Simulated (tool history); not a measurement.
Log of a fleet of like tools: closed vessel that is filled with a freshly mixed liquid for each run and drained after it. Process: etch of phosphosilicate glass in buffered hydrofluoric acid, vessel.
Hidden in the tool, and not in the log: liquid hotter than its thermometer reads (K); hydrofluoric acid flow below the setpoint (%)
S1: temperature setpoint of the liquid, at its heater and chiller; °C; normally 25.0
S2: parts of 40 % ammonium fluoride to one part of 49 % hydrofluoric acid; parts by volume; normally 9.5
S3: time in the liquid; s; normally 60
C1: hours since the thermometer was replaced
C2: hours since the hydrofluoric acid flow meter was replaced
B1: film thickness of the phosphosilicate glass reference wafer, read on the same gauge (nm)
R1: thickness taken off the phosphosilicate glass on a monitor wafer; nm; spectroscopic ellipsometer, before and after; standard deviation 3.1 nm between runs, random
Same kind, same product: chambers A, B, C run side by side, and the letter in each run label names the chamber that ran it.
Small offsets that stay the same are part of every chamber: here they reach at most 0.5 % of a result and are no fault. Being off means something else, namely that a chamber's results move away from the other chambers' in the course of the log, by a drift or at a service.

Run 1A, hour 13.8: usual settings; C1 87.2; C2 1560.0; B1 40.001. Result: R1 421.93 nm.
Run 2B, hour 26.9: usual settings; C1 2605.3; C2 69.2; B1 39.984. Result: R1 427.50 nm.
Run 3C, hour 35.2: usual settings; C1 249.5; C2 212.1; B1 39.968. Result: R1 429.00 nm.
Run 4A, hour 42.2: usual settings; C1 115.6; C2 1588.4; B1 39.988. Result: R1 429.56 nm.
Run 5B, hour 52.1: usual settings but S2 11.5 parts by volume; C1 2630.5; C2 94.4; B1 40.007. Result: R1 362.68 nm.
Run 6C, hour 63.9: usual settings but S2 11.5 parts by volume; C1 278.2; C2 240.8; B1 40.000. Result: R1 362.21 nm.
At hour 65.9: chamber A: hydrofluoric acid flow meter replaced.
Run 7B, hour 74.8: usual settings but S2 11.5 parts by volume; C1 2653.2; C2 117.1; B1 40.029. Result: R1 360.10 nm.
Run 8A, hour 87.3: usual settings; C1 160.7; C2 21.5; B1 40.006. Result: R1 430.96 nm.
Run 9C, hour 97.0: usual settings; C1 311.3; C2 273.9; B1 39.965. Result: R1 424.01 nm.
Run 10C, hour 106.1: usual settings; C1 320.4; C2 283.0; B1 40.005. Result: R1 427.43 nm.
Run 11B, hour 119.2: usual settings; C1 2697.6; C2 161.5; B1 39.991. Result: R1 426.89 nm.
Run 12A, hour 127.3: usual settings; C1 200.7; C2 61.5; B1 40.013. Result: R1 428.97 nm.
Run 13B, hour 139.8: usual settings; C1 2718.2; C2 182.1; B1 39.995. Result: R1 426.94 nm.
Run 14A, hour 150.4: usual settings but S1 20.5 °C, S2 13.0 parts by volume; C1 223.8; C2 84.6; B1 40.039. Result: R1 253.00 nm.
Run 15C, hour 156.8: usual settings but S1 20.5 °C, S2 13.0 parts by volume; C1 371.1; C2 333.7; B1 39.987. Result: R1 243.99 nm.
Run 16C, hour 164.2: usual settings but S1 20.5 °C, S2 13.0 parts by volume; C1 378.5; C2 341.1; B1 40.041. Result: R1 245.75 nm.
Run 17B, hour 175.8: usual settings; C1 2754.2; C2 218.1; B1 39.979. Result: R1 426.98 nm.
Run 18A, hour 184.3: usual settings; C1 257.7; C2 118.5; B1 40.057. Result: R1 432.31 nm.
Run 19A, hour 193.4: usual settings; C1 266.8; C2 127.6; B1 39.959. Result: R1 428.29 nm.
Run 20B, hour 204.6: usual settings; C1 2783.0; C2 246.9; B1 39.984. Result: R1 425.79 nm.
Run 21C, hour 213.2: usual settings; C1 427.5; C2 390.1; B1 40.023. Result: R1 415.00 nm.
Run 22B, hour 225.8: usual settings; C1 2804.2; C2 268.1; B1 39.991. Result: R1 428.31 nm.
Run 23C, hour 239.2: usual settings but S1 22.0 °C, S3 30 s; C1 453.5; C2 416.1; B1 40.062. Result: R1 176.48 nm.
Run 24A, hour 245.8: usual settings but S1 22.0 °C, S3 30 s; C1 319.2; C2 180.0; B1 40.030. Result: R1 183.64 nm.
Run 25C, hour 253.2: usual settings but S1 22.0 °C, S3 30 s; C1 467.5; C2 430.1; B1 40.015. Result: R1 171.54 nm.
Run 26A, hour 265.6: usual settings; C1 339.0; C2 199.8; B1 39.975. Result: R1 430.40 nm.
Run 27B, hour 274.9: usual settings; C1 2853.3; C2 317.2; B1 40.024. Result: R1 423.87 nm.
Run 28A, hour 287.6: usual settings; C1 361.0; C2 221.8; B1 39.988. Result: R1 435.27 nm.
Run 29B, hour 295.1: usual settings; C1 2873.5; C2 337.4; B1 40.024. Result: R1 427.14 nm.
Run 30C, hour 303.2: usual settings; C1 517.5; C2 480.1; B1 40.005. Result: R1 408.95 nm.
Run 31C, hour 311.4: usual settings; C1 525.7; C2 488.3; B1 39.985. Result: R1 405.70 nm.
Run 32A, hour 321.6: usual settings; C1 395.0; C2 255.8; B1 39.981. Result: R1 428.62 nm.
Run 33B, hour 328.6: usual settings but S3 35 s; C1 2907.0; C2 370.9; B1 39.997. Result: R1 248.41 nm.
Run 34A, hour 337.6: usual settings but S3 35 s; C1 411.0; C2 271.8; B1 40.019. Result: R1 251.60 nm.
At hour 345.5: chamber B: thermometer replaced.
Run 35B, hour 346.6: usual settings but S3 35 s; C1 1.2; C2 388.9; B1 39.976. Result: R1 249.93 nm.
Run 36C, hour 352.7: usual settings; C1 567.0; C2 529.6; B1 39.974. Result: R1 395.38 nm.
Run 37C, hour 365.3: usual settings; C1 579.6; C2 542.2; B1 39.998. Result: R1 392.65 nm.
Run 38B, hour 378.4: usual settings; C1 33.0; C2 420.7; B1 39.960. Result: R1 427.48 nm.
Run 39A, hour 386.8: usual settings; C1 460.2; C2 321.0; B1 40.034. Result: R1 427.73 nm.
Run 40B, hour 397.4: usual settings; C1 52.0; C2 439.7; B1 40.015. Result: R1 431.90 nm.

One chamber off, gauge drift, or nothing amiss beyond the chambers' own small offsets? If it is a chamber, which one, and what is the likeliest cause?

One chamber, C, drifts off from the rest bit by bit.
What lies behind it: hydrofluoric acid flow below the setpoint (%) = 11.4.
The log may not tell that from: liquid colder than its thermometer reads (K).

Which of the 4 candidates below, each the usual settings with something changed and its results left as question marks, puts chamber C back in line with what the other chambers give on the usual settings?
A result is in line if it is within this distance of the other chambers' mean on the usual settings: R1 11.00 nm
Run 41C-1, hour 407.5: usual settings but S2 10.5 parts by volume. Result: R1 ?.
Run 41C-2, hour 407.5: usual settings but S1 25.5 °C, S3 65 s. Result: R1 ?.
Run 41C-3, hour 407.5: usual settings but S1 26.0 °C, S3 70 s. Result: R1 ?.
Run 41C-4, hour 407.5: usual settings but S1 23.5 °C, S2 11.0 parts by volume. Result: R1 ?.

Other chambers, usual settings, mean: R1 428.75 nm
  run      R1
41C-1  351.11
41C-2  430.71
41C-3  476.52
41C-4  309.47
41C-2 is the one that brings the chamber's results back in line with the other chambers.
